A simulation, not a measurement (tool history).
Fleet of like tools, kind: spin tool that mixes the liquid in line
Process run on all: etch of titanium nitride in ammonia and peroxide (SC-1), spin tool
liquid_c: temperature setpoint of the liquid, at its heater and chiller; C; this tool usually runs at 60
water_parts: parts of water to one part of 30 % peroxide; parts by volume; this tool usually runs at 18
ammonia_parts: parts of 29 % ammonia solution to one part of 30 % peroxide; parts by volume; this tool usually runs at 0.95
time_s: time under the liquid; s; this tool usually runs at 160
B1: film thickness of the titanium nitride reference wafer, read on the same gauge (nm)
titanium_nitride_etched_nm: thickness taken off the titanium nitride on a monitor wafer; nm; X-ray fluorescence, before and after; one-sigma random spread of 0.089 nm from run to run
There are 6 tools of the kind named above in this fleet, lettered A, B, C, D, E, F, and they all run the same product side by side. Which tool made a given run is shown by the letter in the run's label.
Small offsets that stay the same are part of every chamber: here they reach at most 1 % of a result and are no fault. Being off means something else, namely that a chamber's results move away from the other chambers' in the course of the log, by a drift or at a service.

{"run": "1D", "day": 0.496, "liquid_c": 60, "water_parts": 18, "ammonia_parts": 0.95, "time_s": 160, "B1": 150.02, "titanium_nitride_etched_nm": 13.939}
{"run": "2E", "day": 1.112, "liquid_c": 60, "water_parts": 18, "ammonia_parts": 0.95, "time_s": 160, "B1": 150, "titanium_nitride_etched_nm": 13.889}
{"run": "3A", "day": 1.571, "liquid_c": 60, "water_parts": 18, "ammonia_parts": 0.95, "time_s": 160, "B1": 149.99, "titanium_nitride_etched_nm": 13.842}
{"run": "4C", "day": 2.112, "liquid_c": 60, "water_parts": 18, "ammonia_parts": 0.95, "time_s": 160, "B1": 150.01, "titanium_nitride_etched_nm": 13.749}
{"run": "5F", "day": 2.579, "liquid_c": 60, "water_parts": 18, "ammonia_parts": 0.95, "time_s": 160, "B1": 149.99, "titanium_nitride_etched_nm": 14.046}
{"day": 2.638, "done": "chamber F: thermometer replaced"}
{"run": "6B", "day": 3.162, "liquid_c": 60, "water_parts": 18, "ammonia_parts": 0.95, "time_s": 160, "B1": 150.01, "titanium_nitride_etched_nm": 14.028}
{"day": 3.254, "done": "chamber B: heated supply line repaired"}
{"run": "7C", "day": 3.604, "liquid_c": 60, "water_parts": 18, "ammonia_parts": 0.95, "time_s": 160, "B1": 149.97, "titanium_nitride_etched_nm": 13.767}
{"run": "8E", "day": 4.067, "liquid_c": 60, "water_parts": 18, "ammonia_parts": 0.95, "time_s": 220, "B1": 149.98, "titanium_nitride_etched_nm": 19.123}
{"day": 4.279, "done": "chamber F: new drum of ammonia solution connected"}
{"run": "9D", "day": 4.358, "liquid_c": 60, "water_parts": 18, "ammonia_parts": 0.95, "time_s": 220, "B1": 150.02, "titanium_nitride_etched_nm": 19.244}
{"day": 4.375, "done": "chamber E: new drum of ammonia solution connected"}
{"run": "10F", "day": 4.667, "liquid_c": 60, "water_parts": 18, "ammonia_parts": 0.95, "time_s": 220, "B1": 150.01, "titanium_nitride_etched_nm": 19.234}
{"run": "11A", "day": 5.288, "liquid_c": 60, "water_parts": 18, "ammonia_parts": 0.95, "time_s": 220, "B1": 150.01, "titanium_nitride_etched_nm": 18.812}
{"run": "12B", "day": 5.658, "liquid_c": 60, "water_parts": 18, "ammonia_parts": 0.95, "time_s": 220, "B1": 150.02, "titanium_nitride_etched_nm": 19.051}
{"day": 5.75, "done": "chamber F: heated supply line repaired"}
{"run": "13D", "day": 6.262, "liquid_c": 60, "water_parts": 18, "ammonia_parts": 0.95, "time_s": 220, "B1": 150.01, "titanium_nitride_etched_nm": 18.997}
{"run": "14C", "day": 6.55, "liquid_c": 60, "water_parts": 18, "ammonia_parts": 0.95, "time_s": 160, "B1": 149.95, "titanium_nitride_etched_nm": 13.775}
{"run": "15F", "day": 7.142, "liquid_c": 60, "water_parts": 18, "ammonia_parts": 0.95, "time_s": 160, "B1": 149.97, "titanium_nitride_etched_nm": 14.02}
{"run": "16B", "day": 7.712, "liquid_c": 60, "water_parts": 18, "ammonia_parts": 0.95, "time_s": 160, "B1": 150.03, "titanium_nitride_etched_nm": 14.124}
{"run": "17E", "day": 8.15, "liquid_c": 60, "water_parts": 18, "ammonia_parts": 0.95, "time_s": 160, "B1": 150.01, "titanium_nitride_etched_nm": 13.826}
{"day": 8.233, "done": "chamber A: new drum of ammonia solution connected"}
{"run": "18A", "day": 8.638, "liquid_c": 60, "water_parts": 18, "ammonia_parts": 0.95, "time_s": 160, "B1": 150.02, "titanium_nitride_etched_nm": 13.93}
{"run": "19C", "day": 9.146, "liquid_c": 60, "water_parts": 18, "ammonia_parts": 0.95, "time_s": 105, "B1": 150.02, "titanium_nitride_etched_nm": 9.1875}
{"run": "20A", "day": 9.712, "liquid_c": 60, "water_parts": 18, "ammonia_parts": 0.95, "time_s": 105, "B1": 150.02, "titanium_nitride_etched_nm": 9.1224}
{"run": "21D", "day": 10.158, "liquid_c": 60, "water_parts": 18, "ammonia_parts": 0.95, "time_s": 105, "B1": 149.99, "titanium_nitride_etched_nm": 9.1415}
{"run": "22B", "day": 10.642, "liquid_c": 60, "water_parts": 18, "ammonia_parts": 0.95, "time_s": 105, "B1": 149.99, "titanium_nitride_etched_nm": 9.1114}
{"run": "23E", "day": 11.075, "liquid_c": 60, "water_parts": 18, "ammonia_parts": 0.95, "time_s": 105, "B1": 150.05, "titanium_nitride_etched_nm": 9.0361}
{"run": "24F", "day": 11.392, "liquid_c": 60, "water_parts": 18, "ammonia_parts": 0.95, "time_s": 105, "B1": 149.96, "titanium_nitride_etched_nm": 9.2384}
{"day": 11.396, "done": "chamber E: heated supply line repaired"}
{"run": "25E", "day": 11.796, "liquid_c": 60, "water_parts": 18, "ammonia_parts": 0.95, "time_s": 160, "B1": 149.99, "titanium_nitride_etched_nm": 14.041}
{"run": "26B", "day": 12.117, "liquid_c": 60, "water_parts": 18, "ammonia_parts": 0.95, "time_s": 160, "B1": 149.98, "titanium_nitride_etched_nm": 13.887}
{"run": "27F", "day": 12.567, "liquid_c": 60, "water_parts": 18, "ammonia_parts": 0.95, "time_s": 160, "B1": 150.01, "titanium_nitride_etched_nm": 14.107}
{"run": "28C", "day": 13.067, "liquid_c": 60, "water_parts": 18, "ammonia_parts": 0.95, "time_s": 160, "B1": 149.98, "titanium_nitride_etched_nm": 13.88}
{"run": "29A", "day": 13.583, "liquid_c": 60, "water_parts": 18, "ammonia_parts": 0.95, "time_s": 160, "B1": 150, "titanium_nitride_etched_nm": 13.887}
{"run": "30D", "day": 13.883, "liquid_c": 60, "water_parts": 18, "ammonia_parts": 0.95, "time_s": 160, "B1": 149.98, "titanium_nitride_etched_nm": 13.839}
{"run": "31C", "day": 14.208, "liquid_c": 60, "water_parts": 18, "ammonia_parts": 0.95, "time_s": 160, "B1": 149.97, "titanium_nitride_etched_nm": 14.009}
{"run": "32E", "day": 14.792, "liquid_c": 60, "water_parts": 18, "ammonia_parts": 0.95, "time_s": 160, "B1": 150.02, "titanium_nitride_etched_nm": 13.883}
{"run": "33B", "day": 15.142, "liquid_c": 60, "water_parts": 18, "ammonia_parts": 0.95, "time_s": 160, "B1": 150, "titanium_nitride_etched_nm": 13.736}
{"run": "34A", "day": 15.762, "liquid_c": 64, "water_parts": 18, "ammonia_parts": 0.95, "time_s": 190, "B1": 150.01, "titanium_nitride_etched_nm": 21.628}
{"day": 16.033, "done": "chamber A: thermometer replaced"}
{"day": 16.108, "done": "chamber C: ammonia flow meter replaced"}
{"run": "35F", "day": 16.262, "liquid_c": 64, "water_parts": 18, "ammonia_parts": 0.95, "time_s": 190, "B1": 149.99, "titanium_nitride_etched_nm": 21.657}
{"run": "36D", "day": 16.612, "liquid_c": 64, "water_parts": 18, "ammonia_parts": 0.95, "time_s": 190, "B1": 150.01, "titanium_nitride_etched_nm": 21.574}
{"run": "37D", "day": 16.925, "liquid_c": 64, "water_parts": 18, "ammonia_parts": 0.95, "time_s": 190, "B1": 150.01, "titanium_nitride_etched_nm": 21.471}
{"run": "38C", "day": 17.371, "liquid_c": 64, "water_parts": 18, "ammonia_parts": 0.95, "time_s": 190, "B1": 149.98, "titanium_nitride_etched_nm": 21.417}
{"run": "39A", "day": 17.929, "liquid_c": 64, "water_parts": 18, "ammonia_parts": 0.95, "time_s": 190, "B1": 150.03, "titanium_nitride_etched_nm": 21.286}

Does one chamber stand apart from the rest, does the shared gauge drift, or is all well apart from small per-chamber offsets? Give the chamber and the most likely cause, where there is one.

No chamber stands off beyond its own small offset, and the gauge holds steady.
